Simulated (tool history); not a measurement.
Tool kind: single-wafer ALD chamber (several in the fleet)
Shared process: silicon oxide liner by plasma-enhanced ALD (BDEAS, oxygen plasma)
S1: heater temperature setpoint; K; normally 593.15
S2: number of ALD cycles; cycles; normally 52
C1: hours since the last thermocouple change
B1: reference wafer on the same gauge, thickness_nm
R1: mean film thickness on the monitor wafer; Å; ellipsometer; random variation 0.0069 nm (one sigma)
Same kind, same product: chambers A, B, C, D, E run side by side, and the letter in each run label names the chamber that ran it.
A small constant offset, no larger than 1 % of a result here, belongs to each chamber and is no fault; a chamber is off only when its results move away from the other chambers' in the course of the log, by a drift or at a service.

{"run": "1B", "hour": 8.8, "S1": 593.15, "S2": 52, "C1": 638.2, "B1": 3.7715, "R1": 47.247}
{"run": "2D", "hour": 15.8, "S1": 593.15, "S2": 52, "C1": 1524.4, "B1": 3.7719, "R1": 47.28}
{"run": "3C", "hour": 26.3, "S1": 593.15, "S2": 52, "C1": 967.5, "B1": 3.7708, "R1": 47.316}
{"run": "4E", "hour": 32.8, "S1": 593.15, "S2": 52, "C1": 588.0, "B1": 3.7729, "R1": 46.842}
{"run": "5A", "hour": 40.6, "S1": 593.15, "S2": 52, "C1": 344.7, "B1": 3.7736, "R1": 46.795}
{"run": "6C", "hour": 46.4, "S1": 593.15, "S2": 52, "C1": 987.6, "B1": 3.7723, "R1": 47.256}
{"run": "7D", "hour": 58.4, "S1": 593.15, "S2": 62, "C1": 1567.0, "B1": 3.7731, "R1": 56.323}
{"run": "8A", "hour": 64.7, "S1": 593.15, "S2": 62, "C1": 368.8, "B1": 3.774, "R1": 55.692}
{"run": "9B", "hour": 76.9, "S1": 593.15, "S2": 62, "C1": 706.3, "B1": 3.7748, "R1": 56.266}
{"run": "10E", "hour": 87.0, "S1": 593.15, "S2": 62, "C1": 642.2, "B1": 3.7753, "R1": 55.876}
{"run": "11A", "hour": 96.7, "S1": 593.15, "S2": 62, "C1": 400.8, "B1": 3.7762, "R1": 55.742}
{"run": "12E", "hour": 109.7, "S1": 593.15, "S2": 52, "C1": 664.9, "B1": 3.7774, "R1": 46.915}
{"run": "13B", "hour": 120.6, "S1": 593.15, "S2": 52, "C1": 750.0, "B1": 3.7787, "R1": 47.211}
{"run": "14D", "hour": 127.9, "S1": 593.15, "S2": 52, "C1": 1636.5, "B1": 3.7795, "R1": 47.334}
{"run": "15C", "hour": 139.2, "S1": 593.15, "S2": 52, "C1": 1080.4, "B1": 3.7792, "R1": 47.39}
{"run": "16A", "hour": 152.1, "S1": 593.15, "S2": 52, "C1": 456.2, "B1": 3.7799, "R1": 46.877}
{"run": "17C", "hour": 163.5, "S1": 580.15, "S2": 57, "C1": 1104.7, "B1": 3.7816, "R1": 52.845}
{"run": "18D", "hour": 170.5, "S1": 580.15, "S2": 57, "C1": 1679.1, "B1": 3.7811, "R1": 52.901}
{"hour": 177.2, "done": "chamber B: thermocouple changed; heater temperature recalibrated"}
{"run": "19E", "hour": 183.2, "S1": 580.15, "S2": 57, "C1": 738.4, "B1": 3.7833, "R1": 52.491}
{"run": "20B", "hour": 193.1, "S1": 580.15, "S2": 57, "C1": 15.9, "B1": 3.7828, "R1": 52.778}
{"run": "21D", "hour": 202.0, "S1": 580.15, "S2": 57, "C1": 1710.6, "B1": 3.7833, "R1": 52.915}
{"run": "22A", "hour": 211.8, "S1": 593.15, "S2": 52, "C1": 515.9, "B1": 3.7834, "R1": 46.875}
{"run": "23B", "hour": 219.8, "S1": 593.15, "S2": 52, "C1": 42.6, "B1": 3.7852, "R1": 47.255}
{"run": "24C", "hour": 226.2, "S1": 593.15, "S2": 52, "C1": 1167.4, "B1": 3.7853, "R1": 47.392}
{"run": "25E", "hour": 233.3, "S1": 593.15, "S2": 52, "C1": 788.5, "B1": 3.7864, "R1": 47.014}
{"run": "26B", "hour": 243.9, "S1": 593.15, "S2": 52, "C1": 66.7, "B1": 3.7848, "R1": 47.268}
{"run": "27A", "hour": 256.1, "S1": 593.15, "S2": 52, "C1": 560.2, "B1": 3.7879, "R1": 47.013}
{"run": "28C", "hour": 264.2, "S1": 593.15, "S2": 43, "C1": 1205.4, "B1": 3.7869, "R1": 39.243}
{"run": "29D", "hour": 275.8, "S1": 593.15, "S2": 43, "C1": 1784.4, "B1": 3.787, "R1": 39.222}
{"run": "30E", "hour": 286.0, "S1": 593.15, "S2": 43, "C1": 841.2, "B1": 3.7895, "R1": 39.023}
{"run": "31C", "hour": 298.7, "S1": 593.15, "S2": 43, "C1": 1239.9, "B1": 3.7895, "R1": 39.238}
{"run": "32A", "hour": 309.2, "S1": 593.15, "S2": 43, "C1": 613.3, "B1": 3.7895, "R1": 38.855}
{"run": "33E", "hour": 319.6, "S1": 593.15, "S2": 52, "C1": 874.8, "B1": 3.79, "R1": 47.005}
{"run": "34B", "hour": 329.2, "S1": 593.15, "S2": 52, "C1": 152.0, "B1": 3.7913, "R1": 47.437}
{"run": "35D", "hour": 340.7, "S1": 593.15, "S2": 52, "C1": 1849.3, "B1": 3.7923, "R1": 47.566}

One chamber off, gauge drift, or nothing amiss beyond the chambers' own small offsets? If it is a chamber, which one, and what is the likeliest cause?

Every chamber seems to shift together because the gauge that measures them all drifts; the chambers themselves are fine.
Most likely cause: gauge reads high (%) = 0.599.
